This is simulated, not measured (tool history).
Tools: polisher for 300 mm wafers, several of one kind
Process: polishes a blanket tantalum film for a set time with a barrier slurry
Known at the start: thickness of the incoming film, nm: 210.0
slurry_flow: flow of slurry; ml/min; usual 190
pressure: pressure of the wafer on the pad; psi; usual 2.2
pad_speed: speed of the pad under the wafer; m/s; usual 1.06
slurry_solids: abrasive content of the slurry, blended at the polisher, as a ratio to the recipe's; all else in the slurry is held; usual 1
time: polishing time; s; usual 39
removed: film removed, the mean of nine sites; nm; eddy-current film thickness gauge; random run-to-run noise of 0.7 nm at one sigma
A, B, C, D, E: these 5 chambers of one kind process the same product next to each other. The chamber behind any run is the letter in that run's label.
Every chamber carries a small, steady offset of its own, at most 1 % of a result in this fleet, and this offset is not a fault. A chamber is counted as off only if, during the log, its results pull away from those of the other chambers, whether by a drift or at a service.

run	hour	slurry_flow	pressure	pad_speed	slurry_solids	time	wafers polished on this pad	hours since the slurry nozzle was cleaned	hours since the head pressure was calibrated	hours since the slurry blender was calibrated	removed
1C	8.4	190	2.2	1.06	1	39	590	578.0	261.0	48.6	72.309
2B	18.1	190	2.2	1.06	1	39	520	105.8	74.9	122.6	72.891
# hour 19.1: chamber E: slurry nozzle cleaned
3E	27.2	190	2.2	1.06	1	39	501	8.2	548.9	55.9	72.981
# hour 27.3: chamber D: slurry nozzle cleaned
# hour 29.1: chamber A: worn pad replaced by a new one
4D	35.3	190	2.2	1.06	1	39	837	8.0	104.6	333.8	72.819
# hour 35.7: chamber C: worn pad replaced by a new one
5A	43.1	190	2.2	1.06	1	39	130	691.5	203.0	209.2	71.277
6A	49.8	190	2.2	1.06	1	39	192	698.2	209.7	215.9	71.960
7E	56.2	190	2.2	1.06	1	39	771	37.2	577.9	84.9	72.801
8C	65.3	190	2.2	1.06	1	39	275	634.9	317.9	105.5	73.752
# hour 70.9: chamber D: slurry blender recalibrated
# hour 72.2: chamber C: slurry nozzle cleaned
9B	76.7	190	2.2	1.06	1	39	1065	164.4	133.5	181.2	72.822
# hour 88.4: chamber B: worn pad replaced by a new one
# hour 89.2: chamber D: worn pad replaced by a new one
10D	89.5	190	2.2	1.06	1	39	3	62.2	158.8	18.6	71.828
11B	96.9	190	2.2	1.06	1	39	79	184.6	153.7	201.4	73.702
# hour 101.8: chamber E: worn pad replaced by a new one
12E	104.5	190	2.8	1.06	1	26	25	85.5	626.2	133.2	62.305
# hour 114.9: chamber A: worn pad replaced by a new one
# hour 117.1: chamber C: worn pad replaced by a new one
13A	117.6	190	2.8	1.06	1	26	26	766.0	277.5	283.7	61.312
# hour 125.2: chamber C: slurry blender recalibrated
14D	131.7	190	2.8	1.06	1	26	395	104.4	201.0	60.8	61.705
15C	145.5	190	2.8	1.06	1	26	264	73.4	398.1	20.3	62.015
16B	156.1	190	2.8	1.06	1	26	630	243.8	212.9	260.6	61.162
# hour 165.7: chamber B: slurry blender recalibrated
17C	167.1	190	2.2	1.06	1	39	465	95.0	419.7	41.9	72.696
18A	177.8	190	2.2	1.06	1	39	586	826.2	337.7	343.9	71.716
# hour 178.1: chamber E: head pressure recalibrated
19D	191.3	190	2.2	1.06	1	39	950	164.0	260.6	120.4	71.995
# hour 199.1: chamber A: worn pad replaced by a new one
# hour 201.8: chamber A: slurry nozzle cleaned
# hour 202.5: chamber C: worn pad replaced by a new one
20E	204.6	190	2.2	1.06	1	39	956	185.6	26.6	233.3	71.647
# hour 212.7: chamber D: head pressure recalibrated
# hour 213.1: chamber A: slurry blender recalibrated
21D	218.0	190	2.2	1.06	1	39	1198	190.7	5.3	147.1	72.190
# hour 223.3: chamber B: worn pad replaced by a new one
22E	229.7	190	2.2	1.06	1	39	1190	210.7	51.7	258.4	71.785
# hour 236.1: chamber D: slurry nozzle cleaned
23C	236.2	190	2.2	1.06	1	39	314	164.1	488.8	111.0	72.640
24B	243.6	190	2.2	1.06	1	39	189	331.3	300.4	77.9	73.802
# hour 245.9: chamber E: worn pad replaced by a new one
25A	252.0	190	2.2	1.06	1	39	493	50.2	411.9	39.0	71.529
# hour 252.8: chamber D: worn pad replaced by a new one
# hour 260.5: chamber A: head pressure recalibrated
26D	261.8	190	2.2	1.06	1	39	84	25.7	49.1	190.9	72.500
27C	270.9	190	2.2	1.06	1	39	636	198.8	523.5	145.7	71.609
# hour 280.1: chamber A: worn pad replaced by a new one
28B	283.1	190	2.2	1.06	1	39	556	370.8	339.9	117.4	72.202
# hour 285.9: chamber C: worn pad replaced by a new one
29E	292.5	190	2.2	1.06	1	39	433	273.5	114.5	321.2	72.011
30A	300.2	190	2.2	1.06	1	39	187	98.4	39.7	87.2	73.156
# hour 307.6: chamber C: slurry blender recalibrated
31C	314.4	190	2.2	1.06	1	39	265	242.3	567.0	6.9	72.690
32A	320.9	190	2.2	1.06	1	39	379	119.1	60.4	107.9	73.420
33B	335.1	190	2.2	1.06	1	39	1040	422.8	391.9	169.4	72.892
34D	342.8	190	2.2	1.06	1	39	837	106.7	130.1	271.9	72.239
# hour 344.7: chamber E: slurry nozzle cleaned
35E	350.2	190	2.2	1.06	1	39	970	5.6	172.2	378.9	72.479
36E	360.2	190	2.2	1.06	1	39	1063	15.6	182.2	388.9	70.619
# hour 367.6: chamber C: worn pad replaced by a new one
37A	370.7	190	2.2	1.06	1	39	843	168.9	110.2	157.7	70.864
38D	382.8	190	2.2	1.06	1	39	1209	146.7	170.1	311.9	71.741
39C	391.4	190	2.2	1.06	1	39	222	319.3	644.0	83.9	72.514

Does one chamber stand apart from the rest, does the shared gauge drift, or is all well apart from small per-chamber offsets? Give the chamber and the most likely cause, where there is one.

All chambers stay in line apart from their small fixed offsets, and the gauge does not drift.

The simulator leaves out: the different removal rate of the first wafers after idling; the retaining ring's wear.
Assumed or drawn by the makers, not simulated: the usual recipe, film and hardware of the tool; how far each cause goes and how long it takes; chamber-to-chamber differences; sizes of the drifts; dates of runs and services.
